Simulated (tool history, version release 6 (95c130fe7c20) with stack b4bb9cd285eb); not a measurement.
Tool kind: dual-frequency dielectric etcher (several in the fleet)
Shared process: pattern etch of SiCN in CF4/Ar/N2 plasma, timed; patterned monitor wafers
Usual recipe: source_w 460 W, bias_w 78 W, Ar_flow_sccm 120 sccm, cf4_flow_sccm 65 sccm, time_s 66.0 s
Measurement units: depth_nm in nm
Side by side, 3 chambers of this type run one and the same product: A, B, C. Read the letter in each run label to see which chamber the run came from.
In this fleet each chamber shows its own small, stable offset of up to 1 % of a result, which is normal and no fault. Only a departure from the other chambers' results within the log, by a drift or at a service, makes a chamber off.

run   hour  source_w  bias_w  Ar_flow_sccm  cf4_flow_sccm  time_s  hours since the last wet clean  hours since the last source power generator calibration  hours since the last bias power generator calibration  hours since the last Ar flow controller change  hours since the last CF4 flow controller change  read-back reference wafer on the same gauge, depth_nm  depth_nm
 1A    4.7       460      78           120             65    66.0                           181.4                                                   1379.3                                                  832.7                                          3544.7                                           1832.1                                                 49.911    57.470
 2B    9.0       460      78           120             65    66.0                           334.1                                                   2332.1                                                 2094.1                                          3809.4                                           3909.0                                                 49.966    57.194
 3C   12.1       460      78           120             65    66.0                            64.8                                                    876.6                                                 1609.0                                          2469.5                                            376.6                                                 49.941    56.960
 4A   15.8       460      78           120             65    66.0                           192.5                                                   1390.4                                                  843.8                                          3555.8                                           1843.2                                                 49.931    56.929
 5C   20.4       460      78           120             65    66.0                            73.1                                                    884.9                                                 1617.3                                          2477.8                                            384.9                                                 49.994    56.899
 6B   25.0       460      78           120             65    66.0                           350.1                                                   2348.1                                                 2110.1                                          3825.4                                           3925.0                                                 49.904    57.836
 7A   27.4       460      78           120             72    51.5                           204.1                                                   1402.0                                                  855.4                                          3567.4                                           1854.8                                                 49.919    45.076
 8B   30.4       460      78           120             72    51.5                           355.5                                                   2353.5                                                 2115.5                                          3830.8                                           3930.4                                                 49.879    44.939
 9C   33.4       460      78           120             72    51.5                            86.1                                                    897.9                                                 1630.3                                          2490.8                                            397.9                                                 49.859    45.392
10B   37.2       460      78           120             65    66.0                           362.3                                                   2360.3                                                 2122.3                                          3837.6                                           3937.2                                                 49.963    57.636
11A   40.5       460      90           120             65    54.5                           217.2                                                   1415.1                                                  868.5                                          3580.5                                           1867.9                                                 49.892    49.709
12C   43.2       460      90           120             65    54.5                            95.9                                                    907.7                                                 1640.1                                          2500.6                                            407.7                                                 49.912    49.224
13A   46.2       460      90           120             65    54.5                           222.9                                                   1420.8                                                  874.2                                          3586.2                                           1873.6                                                 49.863    49.644
14C   48.9       460      78           120             65    66.0                           101.6                                                    913.4                                                 1645.8                                          2506.3                                            413.4                                                 49.922    57.153
15B   53.9       460      78           120             65    66.0                           379.0                                                   2377.0                                                 2139.0                                          3854.3                                           3953.9                                                 49.897    57.207
16C   57.6       460      78           120             65    66.0                           110.3                                                    922.1                                                 1654.5                                          2515.0                                            422.1                                                 49.900    57.190
17A   62.0       460      78           120             65    66.0                           238.7                                                   1436.6                                                  890.0                                          3602.0                                           1889.4                                                 49.922    57.040
18B   66.9       400      66           120             65    66.0                           392.0                                                   2390.0                                                 2152.0                                          3867.3                                           3966.9                                                 49.923    47.752
19B   69.4       400      66           120             65    66.0                           394.5                                                   2392.5                                                 2154.5                                          3869.8                                           3969.4                                                 49.901    48.029
20A   71.7       400      66           120             65    66.0                           248.4                                                   1446.3                                                  899.7                                          3611.7                                           1899.1                                                 49.872    47.076
21C   75.6       460      78           120             65    66.0                           128.3                                                    940.1                                                 1672.5                                          2533.0                                            440.1                                                 49.885    56.655
22B   79.6       460      78           120             65    66.0                           404.7                                                   2402.7                                                 2164.7                                          3880.0                                           3979.6                                                 49.917    57.171
23C   82.2       460      78           120             65    66.0                           134.9                                                    946.7                                                 1679.1                                          2539.6                                            446.7                                                 49.918    57.411
24A   84.6       460      78            99             50    66.0                           261.3                                                   1459.2                                                  912.6                                          3624.6                                           1912.0                                                 49.937    56.445
25C   89.1       460      78            99             50    66.0                           141.8                                                    953.6                                                 1686.0                                          2546.5                                            453.6                                                 49.897    56.362
26A   93.8       460      78            99             50    66.0                           270.5                                                   1468.4                                                  921.8                                          3633.8                                           1921.2                                                 49.924    56.199
27B   96.6       350      78           120             65    66.0                           421.7                                                   2419.7                                                 2181.7                                          3897.0                                           3996.6                                                 49.912    44.890
28C   99.4       350      78           120             65    66.0                           152.1                                                    963.9                                                 1696.3                                          2556.8                                            463.9                                                 49.931    44.994
29A  103.3       350      78           120             65    66.0                           280.0                                                   1477.9                                                  931.3                                          3643.3                                           1930.7                                                 49.922    45.011
30B  107.7       460      78           120             65    66.0                           432.8                                                   2430.8                                                 2192.8                                          3908.1                                           4007.7                                                 49.913    56.564
31A  110.6       460      78           120             73    66.0                           287.3                                                   1485.2                                                  938.6                                          3650.6                                           1938.0                                                 49.976    58.833
32B  114.8       460      78           120             73    66.0                           439.9                                                   2437.9                                                 2199.9                                          3915.2                                           4014.8                                                 49.892    58.036
33C  119.0       460      78           120             73    66.0                           171.7                                                    983.5                                                 1715.9                                          2576.4                                            483.5                                                 49.959    57.918
34C  121.7       460      78           120             65    66.0                           174.4                                                    986.2                                                 1718.6                                          2579.1                                            486.2                                                 49.943    57.365
35A  125.2       460      78           120             65    66.0                           301.9                                                   1499.8                                                  953.2                                          3665.2                                           1952.6                                                 49.887    57.380
36B  130.2       460      78           120             65    66.0                           455.3                                                   2453.3                                                 2215.3                                          3930.6                                           4030.2                                                 49.896    56.872
37C  134.5       460      78           120             59    66.0                           187.2                                                    999.0                                                 1731.4                                          2591.9                                            499.0                                                 49.937    56.330
38B  137.4       460      78           120             59    66.0                           462.5                                                   2460.5                                                 2222.5                                          3937.8                                           4037.4                                                 49.893    55.867
39A  142.0       460      78           120             59    66.0                           318.7                                                   1516.6                                                  970.0                                          3682.0                                           1969.4                                                 49.875    56.373
40C  146.0       460      78           120             65    66.0                           198.7                                                   1010.5                                                 1742.9                                          2603.4                                            510.5                                                 49.900    57.160
41B  150.3       410      78           131             65    66.0                           475.4                                                   2473.4                                                 2235.4                                          3950.7                                           4050.3                                                 49.898    51.024
42A  153.4       410      78           131             65    66.0                           330.1                                                   1528.0                                                  981.4                                          3693.4                                           1980.8                                                 49.985    51.362
43C  156.1       410      78           131             65    66.0                           208.8                                                   1020.6                                                 1753.0                                          2613.5                                            520.6                                                 49.905    51.244

Next, every chamber runs the same settings. What will each give?
44A  159.8       460      78           120             65    66.0                                                                                                                                                                                                                                                                                                                 ?
44B  159.8       460      78           120             65    66.0                                                                                                                                                                                                                                                                                                                 ?
44C  159.8       460      78           120             65    66.0                                                                                                                                                                                                                                                                                                                 ?

run  depth_nm
44A    56.691
44B    57.089
44C    56.951
